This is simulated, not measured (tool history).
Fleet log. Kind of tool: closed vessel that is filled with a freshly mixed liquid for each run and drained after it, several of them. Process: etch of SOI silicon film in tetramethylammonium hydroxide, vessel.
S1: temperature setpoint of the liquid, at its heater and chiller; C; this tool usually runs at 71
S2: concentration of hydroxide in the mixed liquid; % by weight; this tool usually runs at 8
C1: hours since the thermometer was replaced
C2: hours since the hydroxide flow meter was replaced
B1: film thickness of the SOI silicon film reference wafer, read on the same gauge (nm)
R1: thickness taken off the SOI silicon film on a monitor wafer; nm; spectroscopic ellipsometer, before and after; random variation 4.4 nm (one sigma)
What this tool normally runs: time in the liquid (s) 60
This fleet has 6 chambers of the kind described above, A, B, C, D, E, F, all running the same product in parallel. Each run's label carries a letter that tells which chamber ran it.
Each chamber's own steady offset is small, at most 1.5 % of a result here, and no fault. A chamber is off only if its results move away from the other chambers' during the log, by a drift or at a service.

run 1A hour=5.1 | S1=71 S2=8 time_in_the_liquid_(s)=60 | C1=6.5 C2=54.6 | B1=90.003 | R1=476.21
run 2E hour=8.9 | S1=71 S2=8 time_in_the_liquid_(s)=60 | C1=932.1 C2=538.9 | B1=90.000 | R1=475.54
run 3B hour=13.8 | S1=71 S2=8 time_in_the_liquid_(s)=60 | C1=1560.1 C2=626.6 | B1=89.992 | R1=475.41
run 4D hour=19.2 | S1=71 S2=8 time_in_the_liquid_(s)=60 | C1=367.0 C2=342.8 | B1=89.997 | R1=463.88
run 5C hour=25.6 | S1=71 S2=8 time_in_the_liquid_(s)=60 | C1=1639.5 C2=1155.2 | B1=90.005 | R1=472.87
-- hour=27.5 chamber B: thermometer replaced
run 6F hour=31.7 | S1=71 S2=8 time_in_the_liquid_(s)=60 | C1=227.2 C2=1060.5 | B1=90.008 | R1=479.49
run 7B hour=36.0 | S1=71 S2=8 time_in_the_liquid_(s)=60 | C1=8.6 C2=648.8 | B1=90.028 | R1=481.84
run 8F hour=41.3 | S1=71 S2=8 time_in_the_liquid_(s)=60 | C1=236.8 C2=1070.1 | B1=90.020 | R1=474.14
run 9A hour=44.1 | S1=71 S2=8 time_in_the_liquid_(s)=60 | C1=45.5 C2=93.6 | B1=89.985 | R1=484.32
run 10E hour=49.4 | S1=71 S2=6 time_in_the_liquid_(s)=95 | C1=972.6 C2=579.4 | B1=90.013 | R1=809.67
run 11C hour=53.3 | S1=71 S2=6 time_in_the_liquid_(s)=95 | C1=1667.2 C2=1182.9 | B1=89.982 | R1=811.51
run 12D hour=58.9 | S1=71 S2=6 time_in_the_liquid_(s)=95 | C1=406.7 C2=382.5 | B1=90.012 | R1=808.12
run 13D hour=64.1 | S1=71 S2=6 time_in_the_liquid_(s)=95 | C1=411.9 C2=387.7 | B1=89.997 | R1=811.19
run 14C hour=70.4 | S1=71 S2=6 time_in_the_liquid_(s)=95 | C1=1684.3 C2=1200.0 | B1=89.994 | R1=801.21
run 15A hour=75.9 | S1=71 S2=6 time_in_the_liquid_(s)=95 | C1=77.3 C2=125.4 | B1=90.023 | R1=812.39
run 16E hour=80.2 | S1=71 S2=8 time_in_the_liquid_(s)=60 | C1=1003.4 C2=610.2 | B1=89.988 | R1=477.43
run 17B hour=86.2 | S1=71 S2=8 time_in_the_liquid_(s)=60 | C1=58.8 C2=699.0 | B1=89.974 | R1=480.92
run 18F hour=89.1 | S1=71 S2=7 time_in_the_liquid_(s)=60 | C1=284.6 C2=1117.9 | B1=89.999 | R1=493.52
run 19B hour=94.8 | S1=71 S2=7 time_in_the_liquid_(s)=60 | C1=67.4 C2=707.6 | B1=90.010 | R1=505.03
run 20E hour=99.4 | S1=71 S2=7 time_in_the_liquid_(s)=60 | C1=1022.6 C2=629.4 | B1=89.976 | R1=501.36
run 21D hour=102.4 | S1=71 S2=7 time_in_the_liquid_(s)=60 | C1=450.2 C2=426.0 | B1=89.992 | R1=489.78
run 22F hour=107.0 | S1=71 S2=7 time_in_the_liquid_(s)=60 | C1=302.5 C2=1135.8 | B1=89.998 | R1=490.23
run 23C hour=110.6 | S1=71 S2=7 time_in_the_liquid_(s)=60 | C1=1724.5 C2=1240.2 | B1=90.005 | R1=491.57
-- hour=111.8 chamber C: thermometer replaced
run 24A hour=116.1 | S1=71 S2=8 time_in_the_liquid_(s)=60 | C1=117.5 C2=165.6 | B1=89.999 | R1=475.21
run 25A hour=120.2 | S1=71 S2=8 time_in_the_liquid_(s)=40 | C1=121.6 C2=169.7 | B1=90.013 | R1=317.55
run 26E hour=123.3 | S1=71 S2=8 time_in_the_liquid_(s)=40 | C1=1046.5 C2=653.3 | B1=90.021 | R1=322.54
run 27F hour=128.2 | S1=71 S2=8 time_in_the_liquid_(s)=40 | C1=323.7 C2=1157.0 | B1=90.006 | R1=318.77
run 28B hour=132.7 | S1=71 S2=8 time_in_the_liquid_(s)=40 | C1=105.3 C2=745.5 | B1=90.018 | R1=319.56
run 29D hour=138.0 | S1=71 S2=8 time_in_the_liquid_(s)=40 | C1=485.8 C2=461.6 | B1=90.006 | R1=312.80
run 30C hour=143.7 | S1=71 S2=8 time_in_the_liquid_(s)=40 | C1=32.0 C2=1273.3 | B1=90.010 | R1=310.76
run 31E hour=148.8 | S1=71 S2=8 time_in_the_liquid_(s)=60 | C1=1072.0 C2=678.8 | B1=90.015 | R1=477.65
run 32F hour=155.0 | S1=71 S2=8 time_in_the_liquid_(s)=60 | C1=350.5 C2=1183.8 | B1=90.007 | R1=468.05
run 33A hour=161.5 | S1=71 S2=8 time_in_the_liquid_(s)=60 | C1=162.9 C2=211.0 | B1=89.983 | R1=474.11
run 34B hour=166.6 | S1=71 S2=8 time_in_the_liquid_(s)=60 | C1=139.2 C2=779.4 | B1=89.988 | R1=473.31
run 35D hour=172.5 | S1=71 S2=8 time_in_the_liquid_(s)=60 | C1=520.3 C2=496.1 | B1=90.008 | R1=471.69
run 36C hour=177.0 | S1=71 S2=8 time_in_the_liquid_(s)=60 | C1=65.3 C2=1306.6 | B1=90.003 | R1=474.15
run 37B hour=182.5 | S1=71 S2=8 time_in_the_liquid_(s)=60 | C1=155.1 C2=795.3 | B1=89.978 | R1=473.91
run 38C hour=187.0 | S1=71 S2=8 time_in_the_liquid_(s)=60 | C1=75.3 C2=1316.6 | B1=89.994 | R1=470.17
run 39E hour=193.0 | S1=71 S2=8 time_in_the_liquid_(s)=60 | C1=1116.2 C2=723.0 | B1=90.000 | R1=478.67
run 40A hour=198.4 | S1=71 S2=8 time_in_the_liquid_(s)=60 | C1=199.8 C2=247.9 | B1=89.987 | R1=477.61
run 41F hour=202.0 | S1=71 S2=8 time_in_the_liquid_(s)=60 | C1=397.5 C2=1230.8 | B1=90.014 | R1=469.41
run 42D hour=204.9 | S1=71 S2=8 time_in_the_liquid_(s)=60 | C1=552.7 C2=528.5 | B1=90.007 | R1=465.22
run 43F hour=208.1 | S1=71 S2=8 time_in_the_liquid_(s)=60 | C1=403.6 C2=1236.9 | B1=89.981 | R1=477.63
run 44A hour=212.6 | S1=71 S2=8 time_in_the_liquid_(s)=60 | C1=214.0 C2=262.1 | B1=90.024 | R1=471.53

For the next run the whole fleet of 6 chambers uses the same settings. Give each chamber's results:
run 45A hour=217.2 | S1=71 S2=8 time_in_the_liquid_(s)=60 | R1=?
run 45B hour=217.2 | S1=71 S2=8 time_in_the_liquid_(s)=60 | R1=?
run 45C hour=217.2 | S1=71 S2=8 time_in_the_liquid_(s)=60 | R1=?
run 45D hour=217.2 | S1=71 S2=8 time_in_the_liquid_(s)=60 | R1=?
run 45E hour=217.2 | S1=71 S2=8 time_in_the_liquid_(s)=60 | R1=?
run 45F hour=217.2 | S1=71 S2=8 time_in_the_liquid_(s)=60 | R1=?

run=45A R1=474.03
run=45B R1=477.21
run=45C R1=472.18
run=45D R1=474.22
run=45E R1=487.29
run=45F R1=472.70
